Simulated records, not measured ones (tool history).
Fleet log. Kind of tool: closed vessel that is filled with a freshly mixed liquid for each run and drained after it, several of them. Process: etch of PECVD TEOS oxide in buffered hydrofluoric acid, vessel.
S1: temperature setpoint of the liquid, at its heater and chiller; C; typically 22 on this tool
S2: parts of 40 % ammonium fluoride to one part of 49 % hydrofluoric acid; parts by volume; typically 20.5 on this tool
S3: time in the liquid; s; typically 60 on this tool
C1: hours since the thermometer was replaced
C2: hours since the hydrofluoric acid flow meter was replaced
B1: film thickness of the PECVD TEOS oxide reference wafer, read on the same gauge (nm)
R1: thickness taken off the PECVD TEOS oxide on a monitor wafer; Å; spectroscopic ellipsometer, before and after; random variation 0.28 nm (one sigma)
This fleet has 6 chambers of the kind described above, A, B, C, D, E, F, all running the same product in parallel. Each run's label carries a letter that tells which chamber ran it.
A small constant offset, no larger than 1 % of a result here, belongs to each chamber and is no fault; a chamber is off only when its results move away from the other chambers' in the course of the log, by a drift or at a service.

run	hour	S1	S2	S3	C1	C2	B1	R1
1A	3.9	22	20.5	60	269.0	503.2	149.99	457.90
2B	9.2	22	20.5	60	1774.9	2025.0	149.98	462.57
3E	13.6	22	20.5	60	604.9	388.6	150.01	456.23
4D	19.6	22	20.5	60	165.4	885.0	150.02	462.19
5C	23.1	22	20.5	60	949.7	228.6	149.99	462.77
6F	27.3	22	20.5	60	1728.3	1779.8	149.98	469.80
7A	31.4	22	20.5	60	296.5	530.7	149.99	467.25
8C	34.9	22	20.5	60	961.5	240.4	150.01	463.39
9D	38.4	22	20.5	60	184.2	903.8	150.03	459.76
10F	44.0	22	20.5	60	1745.0	1796.5	149.99	466.00
11E	50.1	22	20.5	60	641.4	425.1	149.99	461.01
12B	55.7	22	20.5	60	1821.4	2071.5	149.99	461.46
13D	61.9	22	20.5	60	207.7	927.3	149.99	467.99
14C	65.4	22	20.5	60	992.0	270.9	150.03	462.06
15A	69.7	22	20.5	60	334.8	569.0	149.99	463.16
16E	75.8	22	20.5	60	667.1	450.8	150.01	464.08
17F	82.6	22	20.5	60	1783.6	1835.1	149.97	461.81
18B	88.3	22	20.5	60	1854.0	2104.1	149.97	457.22
19A	92.7	22	20.5	60	357.8	592.0	150.00	463.46
20D	97.6	22	20.5	60	243.4	963.0	150.02	456.23
21C	100.7	22	20.5	60	1027.3	306.2	150.02	461.35
22E	107.7	22	20.5	60	699.0	482.7	150.04	454.79
23B	110.8	22	20.5	60	1876.5	2126.6	150.03	459.46
24F	117.4	22	20.5	60	1818.4	1869.9	149.99	464.29
25E	123.5	22	20.5	60	714.8	498.5	149.96	461.88
26D	127.4	22	20.5	60	273.2	992.8	150.04	447.69
27B	130.8	22	20.5	60	1896.5	2146.6	150.00	457.42
28F	133.9	22	20.5	60	1834.9	1886.4	150.01	471.38
29C	140.7	22	20.5	60	1067.3	346.2	149.94	460.66
30A	146.0	22	20.5	60	411.1	645.3	149.96	462.75
31E	150.0	22	20.5	60	741.3	525.0	149.97	465.10
32A	154.8	22	26.0	60	419.9	654.1	150.03	388.80
33B	161.6	22	26.0	60	1927.3	2177.4	150.01	390.26
34D	168.4	22	26.0	60	314.2	1033.8	149.99	374.01
35C	172.6	22	26.0	60	1099.2	378.1	150.01	392.67
# hour 175.5: chamber B: hydrofluoric acid flow meter replaced
36F	179.3	22	26.0	60	1880.3	1931.8	149.94	390.10
37A	185.5	22	26.0	60	450.6	684.8	149.98	392.68
38F	189.0	22	20.5	60	1890.0	1941.5	150.07	465.71
39E	192.1	20	20.5	60	783.4	567.1	150.02	410.44
40D	195.2	20	20.5	60	341.0	1060.6	149.96	388.28
41B	201.6	20	20.5	60	1967.3	26.1	150.04	410.23
42C	208.3	20	20.5	60	1134.9	413.8	150.02	415.00
43F	211.6	20	20.5	60	1912.6	1964.1	149.99	421.71

Next, every chamber runs the same settings. What will each give?
44A	216.7	22	20.5	60				?
44B	216.7	22	20.5	60				?
44C	216.7	22	20.5	60				?
44D	216.7	22	20.5	60				?
44E	216.7	22	20.5	60				?
44F	216.7	22	20.5	60				?

run	R1
44A	465.37
44B	457.54
44C	462.79
44D	431.56
44E	464.35
44F	467.12
